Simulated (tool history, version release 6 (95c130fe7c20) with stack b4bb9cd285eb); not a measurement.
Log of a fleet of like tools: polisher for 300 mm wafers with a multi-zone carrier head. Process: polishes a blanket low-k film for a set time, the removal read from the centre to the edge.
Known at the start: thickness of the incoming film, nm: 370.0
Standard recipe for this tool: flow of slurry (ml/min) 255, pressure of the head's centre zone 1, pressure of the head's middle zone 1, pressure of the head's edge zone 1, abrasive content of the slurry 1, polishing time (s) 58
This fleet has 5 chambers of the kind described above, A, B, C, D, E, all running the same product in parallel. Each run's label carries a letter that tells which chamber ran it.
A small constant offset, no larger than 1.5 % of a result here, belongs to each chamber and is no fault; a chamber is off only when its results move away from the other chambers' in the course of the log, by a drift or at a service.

run,hour,flow of slurry (ml/min),pressure of the head's centre zone,pressure of the head's middle zone,pressure of the head's edge zone,abrasive content of the slurry,polishing time (s),wafers polished on this pad,hours since the slurry nozzle was cleaned,hours since the centre zone pressure was calibrated,hours since the edge zone pressure was calibrated,film removed at the wafer's centre (Å),film removed at mid-radius (Å),film removed at the wafer's edge (Å)
# hour 0.4: chamber E: worn pad replaced by a new one
1E,13,255,1,1,1,1,58,165,240.6,217.8,829.4,176.51,181.84,176.09
# hour 14.2: chamber D: worn pad replaced by a new one
2B,26,255,1,1,1,1,58,782,250.2,229.9,583.7,177.65,179.86,175.92
3A,36,255,1,1,1,1,58,1127,267.9,1096.3,705.1,181.91,178.09,178.4
# hour 36.7: chamber B: worn pad replaced by a new one
# hour 37.7: chamber A: worn pad replaced by a new one
# hour 40.5: chamber A: slurry nozzle cleaned
4D,42.6,255,1,1,1,1,58,371,673.6,425.1,549,177.58,177.63,179.74
5C,49.6,255,1,1,1,1,58,660,208.1,370,269.3,178.89,181.4,176.41
6A,56.1,255,1,1,1,1,58,241,15.6,1116.4,725.2,181.52,184.24,177.63
# hour 62.4: chamber C: worn pad replaced by a new one
7C,65,255,1,1,1,1,58,35,223.5,385.4,284.7,183.34,182.56,178.7
# hour 68.2: chamber E: worn pad replaced by a new one
# hour 72: chamber D: worn pad replaced by a new one
8D,77.2,255,1,1,1,1,58,69,708.2,459.7,583.6,179.71,181.05,178.39
9B,85.7,255,1,1,1,1,58,641,309.9,289.6,643.4,185.91,178.23,181.92
10E,97.3,255,1,1,1,1,58,381,324.9,302.1,913.7,174.25,184.18,178.67
11C,104.2,255,1,1,1,1,58,547,262.7,424.6,323.9,182.99,176.59,178.9
# hour 107.9: chamber B: worn pad replaced by a new one
12E,110.8,255,1,1,1,1,58,558,338.4,315.6,927.2,177.33,178.75,179.04
# hour 113.5: chamber C: centre zone pressure recalibrated
# hour 113.8: chamber C: edge zone pressure recalibrated
13D,118.1,255,1,1,1,1,58,604,749.1,500.6,624.5,177.57,178,178.03
# hour 121.4: chamber C: worn pad replaced by a new one
# hour 125.3: chamber D: worn pad replaced by a new one
# hour 127.7: chamber A: worn pad replaced by a new one
14A,130.6,255,1,1,1,1,58,38,90.1,1190.9,799.7,178.98,179.08,181.41
# hour 140: chamber E: worn pad replaced by a new one
15B,140.3,255,1,1,1,1,58,424,364.5,344.2,698,184.68,179.42,175.15
# hour 151: chamber D: slurry nozzle cleaned
16E,152.8,255,1,1,1,1,58,167,380.4,357.6,969.2,180.78,183.56,177.68
17D,161.7,255,1.09,1,1,1,40,476,10.7,544.2,668.1,135.62,122.85,124.6
18A,168.9,255,1.09,1,1,1,40,539,128.4,1229.2,838,137.19,124.29,120.88
# hour 176.5: chamber E: slurry nozzle cleaned
19B,177,255,1.09,1,1,1,40,904,401.2,380.9,734.7,141.1,123.28,123.26
20C,183.7,255,1.09,1,1,1,40,815,342.2,70.2,69.9,137.81,123.82,123.85
# hour 187.5: chamber B: edge zone pressure recalibrated
# hour 188.1: chamber C: worn pad replaced by a new one
# hour 189.1: chamber B: worn pad replaced by a new one
# hour 190.9: chamber D: worn pad replaced by a new one
21E,193.9,255,1.09,1,1,1,40,705,17.4,398.7,1010.3,134.44,125.99,121.32
22D,202.7,255,1,1,1,0.9,58,154,51.7,585.2,709.1,174.13,171.69,171.26
# hour 205.1: chamber E: worn pad replaced by a new one
# hour 206.2: chamber A: worn pad replaced by a new one
23C,210,255,1,1,1,0.9,58,286,368.5,96.5,96.2,174.54,173.62,173.48
24B,221.1,255,1,1,1,0.9,58,419,445.3,425,33.7,180.98,169.62,169.97
25A,228.2,255,1,1,1,0.9,58,288,187.7,1288.5,897.3,171.1,167.77,172.56
26E,239.9,255,1,1,1,0.9,58,455,63.4,444.7,1056.3,170.65,172.36,170.22
# hour 240.5: chamber B: slurry nozzle cleaned
# hour 247.2: chamber D: worn pad replaced by a new one
27C,251.1,255,1,0.93,0.89,1,58,824,409.6,137.6,137.3,177.75,164.23,167.51
28D,257.5,255,1,0.93,0.89,1,58,134,106.5,640,763.9,177.92,167.75,167.78
# hour 262.8: chamber C: worn pad replaced by a new one
29A,267.4,255,1,0.93,0.89,1,58,801,226.9,1327.7,936.5,182.37,168.8,170.11
30B,274.1,255,1,0.93,0.89,1,58,1112,33.6,478,86.7,194.57,167.96,166.08
# hour 274.2: chamber B: worn pad replaced by a new one
31C,283.9,255,1,0.93,0.89,1,58,276,442.4,170.4,170.1,181.77,168.55,167.39
32B,290.7,255,1,1,1,1,58,216,50.2,494.6,103.3,196.02,181.53,176.98

The same settings go to every chamber for the next run, one line per chamber below. Forecast the results for each:
33A,300.1,255,1,1,1,1,58,,,,,?,?,?
33B,300.1,255,1,1,1,1,58,,,,,?,?,?
33C,300.1,255,1,1,1,1,58,,,,,?,?,?
33D,300.1,255,1,1,1,1,58,,,,,?,?,?
33E,300.1,255,1,1,1,1,58,,,,,?,?,?

run,film removed at the wafer's centre (Å),film removed at mid-radius (Å),film removed at the wafer's edge (Å)
33A,182.83,173.94,179.72
33B,199.5,179.49,178.71
33C,180.13,172.2,175.98
33D,179.28,178.51,177.18
33E,177.36,180.5,179.23
